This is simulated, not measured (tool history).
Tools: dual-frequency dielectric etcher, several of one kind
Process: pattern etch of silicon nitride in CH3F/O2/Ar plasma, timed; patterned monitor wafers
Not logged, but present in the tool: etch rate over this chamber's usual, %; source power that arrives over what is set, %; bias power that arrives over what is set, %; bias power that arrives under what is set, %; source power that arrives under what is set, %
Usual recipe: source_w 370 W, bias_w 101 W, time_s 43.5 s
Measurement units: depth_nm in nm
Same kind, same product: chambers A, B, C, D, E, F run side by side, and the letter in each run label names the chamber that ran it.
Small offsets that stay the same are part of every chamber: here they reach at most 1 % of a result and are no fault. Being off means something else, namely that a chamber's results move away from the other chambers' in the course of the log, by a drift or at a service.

run   hour  source_w  bias_w  time_s  hours since the last wet clean  hours since the last source power generator calibration  hours since the last bias power generator calibration  read-back reference wafer on the same gauge, depth_nm  depth_nm
       4.3  -- chamber C: wet clean of the chamber
 1C   10.2       370     101    43.5                             5.9                                                    151.1                                                 2058.4                                                 35.374    33.322
 2A   20.8       370     101    43.5                           343.1                                                   2987.7                                                  835.6                                                 35.416    33.585
 3E   29.6       370     101    43.5                           143.8                                                   1432.4                                                  234.9                                                 35.349    33.122
 4B   44.1       370     101    43.5                            74.0                                                   1287.8                                                 1481.6                                                 35.438    33.015
 5D   54.3       370     123    37.5                           576.1                                                   2387.1                                                  607.5                                                 35.428    30.951
      60.6  -- chamber A: wet clean of the chamber
 6F   61.9       370     123    37.5                           454.7                                                   2801.5                                                 1107.5                                                 35.384    31.059
      65.2  -- chamber F: source power generator calibrated
 7B   72.3       370     123    37.5                           102.2                                                   1316.0                                                 1509.8                                                 35.369    30.509
 8C   85.2       370     123    37.5                            80.9                                                    226.1                                                 2133.4                                                 35.341    31.284
 9E   93.5       370     123    37.5                           207.7                                                   1496.3                                                  298.8                                                 35.382    31.015
10D  100.4       370     123    37.5                           622.2                                                   2433.2                                                  653.6                                                 35.388    31.128
11A  112.0       370     101    43.5                            51.4                                                   3078.9                                                  926.8                                                 35.358    33.339
     119.6  -- chamber F: wet clean of the chamber
12F  121.0       370     101    43.5                             1.5                                                     55.9                                                 1166.6                                                 35.404    33.913
13B  132.8       370     101    43.5                           162.7                                                   1376.5                                                 1570.3                                                 35.368    32.804
14C  144.6       370     101    43.5                           140.3                                                    285.5                                                 2192.8                                                 35.445    33.615
15A  153.9       370     109    43.5                            93.3                                                   3120.8                                                  968.7                                                 35.382    34.286
16E  166.4       370     109    43.5                           280.6                                                   1569.2                                                  371.7                                                 35.430    34.149
17D  175.5       370     109    43.5                           697.3                                                   2508.3                                                  728.7                                                 35.403    34.027
     183.3  -- chamber D: wet clean of the chamber
18F  183.8       370     109    43.5                            64.3                                                    118.7                                                 1229.4                                                 35.387    34.640
19A  194.7       370     109    43.5                           134.1                                                   3161.6                                                 1009.5                                                 35.385    34.452
20E  204.4       370     109    43.5                           318.6                                                   1607.2                                                  409.7                                                 35.434    34.124
     213.0  -- chamber E: source power generator calibrated
21F  217.8       370     101    43.5                            98.3                                                    152.7                                                 1263.4                                                 35.443    33.621
22C  226.2       370     101    43.5                           221.9                                                    367.1                                                 2274.4                                                 35.365    34.122
23B  237.3       370     101    43.5                           267.2                                                   1481.0                                                 1674.8                                                 35.426    32.929
24D  248.2       370     101    43.5                            64.9                                                   2581.0                                                  801.4                                                 35.335    33.333
25B  259.2       370     101    43.5                           289.1                                                   1502.9                                                 1696.7                                                 35.375    33.248
26E  274.1       370     101    43.5                           388.3                                                     61.1                                                  479.4                                                 35.423    33.393
27D  282.5       370     101    43.5                            99.2                                                   2615.3                                                  835.7                                                 35.388    33.786
     290.1  -- chamber E: wet clean of the chamber
28C  290.9       370     101    43.5                           286.6                                                    431.8                                                 2339.1                                                 35.454    33.415
29F  302.8       440     101    43.5                           183.3                                                    237.7                                                 1348.4                                                 35.400    35.790
30A  313.2       440     101    43.5                           252.6                                                   3280.1                                                 1128.0                                                 35.396    35.362
31E  319.8       440     101    43.5                            29.8                                                    106.8                                                  525.1                                                 35.414    35.483
32C  331.4       440     101    43.5                           327.1                                                    472.3                                                 2379.6                                                 35.385    35.881
33B  338.5       440     101    43.5                           368.4                                                   1582.2                                                 1776.0                                                 35.408    34.996
34D  345.3       440     101    43.5                           162.0                                                   2678.1                                                  898.5                                                 35.415    35.790
35F  358.8       370     101    43.5                           239.3                                                    293.7                                                 1404.4                                                 35.379    33.657
36A  366.3       370     101    43.5                           305.7                                                   3333.2                                                 1181.1                                                 35.423    33.062
37A  379.1       370     101    43.5                           318.5                                                   3346.0                                                 1193.9                                                 35.429    33.427
38B  387.8       370     101    43.5                           417.7                                                   1631.5                                                 1825.3                                                 35.415    32.897
39C  395.7       370     101    47.5                           391.4                                                    536.6                                                 2443.9                                                 35.461    36.311
40D  404.1       370     101    47.5                           220.8                                                   2736.9                                                  957.3                                                 35.345    36.119
     405.6  -- chamber F: bias power generator calibrated
41F  417.5       370     101    47.5                           298.0                                                    352.4                                                   11.9                                                 35.388    36.905
42E  430.7       370     101    47.5                           140.7                                                    217.7                                                  636.0                                                 35.366    36.457
43D  444.8       370     101    47.5                           261.5                                                   2777.6                                                  998.0                                                 35.440    36.352
44E  454.9       370     101    47.5                           164.9                                                    241.9                                                  660.2                                                 35.381    35.926

The same settings go to every chamber for the next run, one line per chamber below. Forecast the results for each:
45A  465.7       370     101    43.5                                                                                                                                                                                                                ?
45B  465.7       370     101    43.5                                                                                                                                                                                                                ?
45C  465.7       370     101    43.5                                                                                                                                                                                                                ?
45D  465.7       370     101    43.5                                                                                                                                                                                                                ?
45E  465.7       370     101    43.5                                                                                                                                                                                                                ?
45F  465.7       370     101    43.5                                                                                                                                                                                                                ?

run  depth_nm
45A    33.688
45B    32.603
45C    33.881
45D    33.024
45E    33.380
45F    33.977
